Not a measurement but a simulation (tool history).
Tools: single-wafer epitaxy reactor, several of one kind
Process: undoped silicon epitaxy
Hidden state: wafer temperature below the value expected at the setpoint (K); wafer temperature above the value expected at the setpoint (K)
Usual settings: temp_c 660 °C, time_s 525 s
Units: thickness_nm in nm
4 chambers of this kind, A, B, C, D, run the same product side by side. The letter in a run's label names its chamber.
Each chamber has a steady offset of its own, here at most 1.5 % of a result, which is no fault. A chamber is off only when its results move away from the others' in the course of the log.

| run | hour | temp_c | time_s | hours since the last pyrometer calibration | read-back reference wafer on the same gauge, thickness_nm | thickness_nm |
|---|---|---|---|---|---|---|
| 1C | 9.6 | 660 | 525 | 979.9 | 101.01 | 107.800 |
| 2B | 20.7 | 660 | 525 | 1053.0 | 100.96 | 108.600 |
| 3D | 29.1 | 660 | 525 | 576.9 | 100.96 | 109.030 |
| 4A | 37.4 | 660 | 525 | 509.7 | 100.93 | 109.490 |
| 5B | 52.7 | 674 | 466 | 1085.0 | 101.02 | 129.560 |
| 6C | 63.6 | 674 | 466 | 1033.9 | 101.05 | 128.430 |
| 7D | 71.4 | 674 | 466 | 619.2 | 101.00 | 128.940 |
| 8A | 81.3 | 674 | 466 | 553.6 | 101.04 | 130.750 |
| 9C | 89.4 | 660 | 525 | 1059.7 | 101.01 | 107.740 |
| 10A | 102.2 | 660 | 455 | 574.5 | 101.07 | 94.593 |
| 11D | 113.2 | 660 | 455 | 661.0 | 101.00 | 93.974 |
| 12B | 123.5 | 660 | 455 | 1155.8 | 101.00 | 93.837 |
| 13C | 136.8 | 660 | 455 | 1107.1 | 101.03 | 93.356 |
| 14B | 148.9 | 660 | 525 | 1181.2 | 101.03 | 108.600 |
| 15D | 156.7 | 660 | 525 | 704.5 | 101.07 | 108.390 |
| 16A | 168.3 | 660 | 525 | 640.6 | 101.03 | 109.150 |
| 17B | 179.2 | 660 | 525 | 1211.5 | 101.01 | 108.230 |
| 18C | 187.5 | 660 | 525 | 1157.8 | 101.00 | 106.630 |
| 19D | 200.6 | 660 | 525 | 748.4 | 101.02 | 108.460 |
| 20A | 210.3 | 660 | 525 | 682.6 | 100.96 | 109.590 |
| 21B | 225.4 | 660 | 525 | 1257.7 | 101.05 | 108.420 |
| 22D | 238.3 | 660 | 525 | 786.1 | 101.00 | 108.760 |
| 23C | 252.0 | 660 | 525 | 1222.3 | 100.97 | 106.660 |
| 24A | 259.4 | 660 | 525 | 731.7 | 100.97 | 109.400 |
| 25B | 268.1 | 660 | 525 | 1300.4 | 100.97 | 108.540 |
| 26C | 277.1 | 660 | 525 | 1247.4 | 101.02 | 105.710 |

What goes on in this fleet: one chamber off, a drifting gauge, or nothing beyond the chambers' own small offsets? Name the chamber and the cause, if any.

Chamber C drifts away from the others.
Cause: wafer temperature below the value expected at the setpoint (K) = 0.79.

Here are 4 candidates for chamber C's next run, each the usual settings with a change, their results left as question marks. Which one brings its results back in line with what the others give on the usual settings?
In line means no further than this from the other chambers' mean on the usual settings: thickness_nm 0.870 nm
| 27C-1 | 288.1 | 660 | 530 |  |  | ? |
| 27C-2 | 288.1 | 660 | 520 |  |  | ? |
| 27C-3 | 288.1 | 660 | 512 |  |  | ? |
| 27C-4 | 288.1 | 661 | 528 |  |  | ? |

The other chambers' mean on the usual settings: thickness_nm 108.820 nm
| run | thickness_nm |
|---|---|
| 27C-1 | 107.090 |
| 27C-2 | 105.070 |
| 27C-3 | 103.450 |
| 27C-4 | 108.980 |
27C-4 brings the chamber back in line.
